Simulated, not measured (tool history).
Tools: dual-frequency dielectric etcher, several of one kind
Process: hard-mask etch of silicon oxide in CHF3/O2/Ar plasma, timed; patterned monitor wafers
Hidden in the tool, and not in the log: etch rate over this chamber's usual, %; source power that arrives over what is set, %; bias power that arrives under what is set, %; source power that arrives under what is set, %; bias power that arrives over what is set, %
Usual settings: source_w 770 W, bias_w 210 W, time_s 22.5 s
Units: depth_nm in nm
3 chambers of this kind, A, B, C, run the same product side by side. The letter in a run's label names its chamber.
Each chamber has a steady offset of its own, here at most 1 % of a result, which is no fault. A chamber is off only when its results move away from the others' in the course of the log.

run   hour  source_w  bias_w  time_s  hours since the last wet clean  hours since the last source power generator calibration  hours since the last bias power generator calibration  read-back reference wafer on the same gauge, depth_nm  depth_nm
 1B    5.2       770     210    22.5                           201.8                                                   1828.2                                                  424.6                                                 52.024    51.758
 2C   11.3       770     210    22.5                           389.2                                                   2033.3                                                   73.3                                                 52.024    51.521
 3A   17.9       770     210    22.5                            74.7                                                     3194                                                  989.1                                                 52.023    51.225
 4C   24.6       770     210    22.5                           402.5                                                   2046.6                                                   86.6                                                 52.052    51.676
      25.1  -- chamber A: source power generator calibrated
 5B   32.9       770     210    22.5                           229.5                                                   1855.9                                                  452.3                                                 52.067    51.746
 6A   41.5       770     210    22.5                            98.3                                                     16.5                                                 1012.7                                                  52.08    51.261
 7A   49.4       770     240    26.5                           106.2                                                     24.4                                                 1020.6                                                 52.114     63.21
 8C   57.7       770     240    26.5                           435.6                                                   2079.7                                                  119.7                                                  52.12    63.599
 9B   62.6       770     240    26.5                           259.2                                                   1885.6                                                    482                                                 52.119    64.011
10B   71.7       770     210    22.5                           268.3                                                   1894.7                                                  491.1                                                 52.131    51.696
11A   78.3       630     192    22.5                           135.1                                                     53.3                                                 1049.5                                                 52.175     46.03
12C   88.1       630     192    22.5                             466                                                   2110.1                                                  150.1                                                 52.187     46.48
13B   94.4       630     192    22.5                             291                                                   1917.4                                                  513.8                                                 52.201    46.529
14A  104.7       770     210    22.5                           161.5                                                     79.7                                                 1075.9                                                 52.219    51.325
15C  110.4       770     210    22.5                           488.3                                                   2132.4                                                  172.4                                                 52.226    51.705
16C  117.9       770     210    22.5                           495.8                                                   2139.9                                                  179.9                                                 52.236    51.838
17B  124.2       770     210    22.5                           320.8                                                   1947.2                                                  543.6                                                 52.252    51.713
18A  131.1       770     210    22.5                           187.9                                                    106.1                                                 1102.3                                                 52.273    51.392
19A  140.9       770     210    22.5                           197.7                                                    115.9                                                 1112.1                                                 52.282    51.481
20B  148.1       770     210    22.5                           344.7                                                   1971.1                                                  567.5                                                 52.308    51.981
21C  156.8       880     210    22.5                           534.7                                                   2178.8                                                  218.8                                                  52.32    54.495

Next, every chamber runs the same settings. What will each give?
22A  164.5       770     210      27                                                                                                                                                                                                                ?
22B  164.5       770     210      27                                                                                                                                                                                                                ?
22C  164.5       770     210      27                                                                                                                                                                                                                ?

run  depth_nm
22A    61.845
22B    62.372
22C    62.163

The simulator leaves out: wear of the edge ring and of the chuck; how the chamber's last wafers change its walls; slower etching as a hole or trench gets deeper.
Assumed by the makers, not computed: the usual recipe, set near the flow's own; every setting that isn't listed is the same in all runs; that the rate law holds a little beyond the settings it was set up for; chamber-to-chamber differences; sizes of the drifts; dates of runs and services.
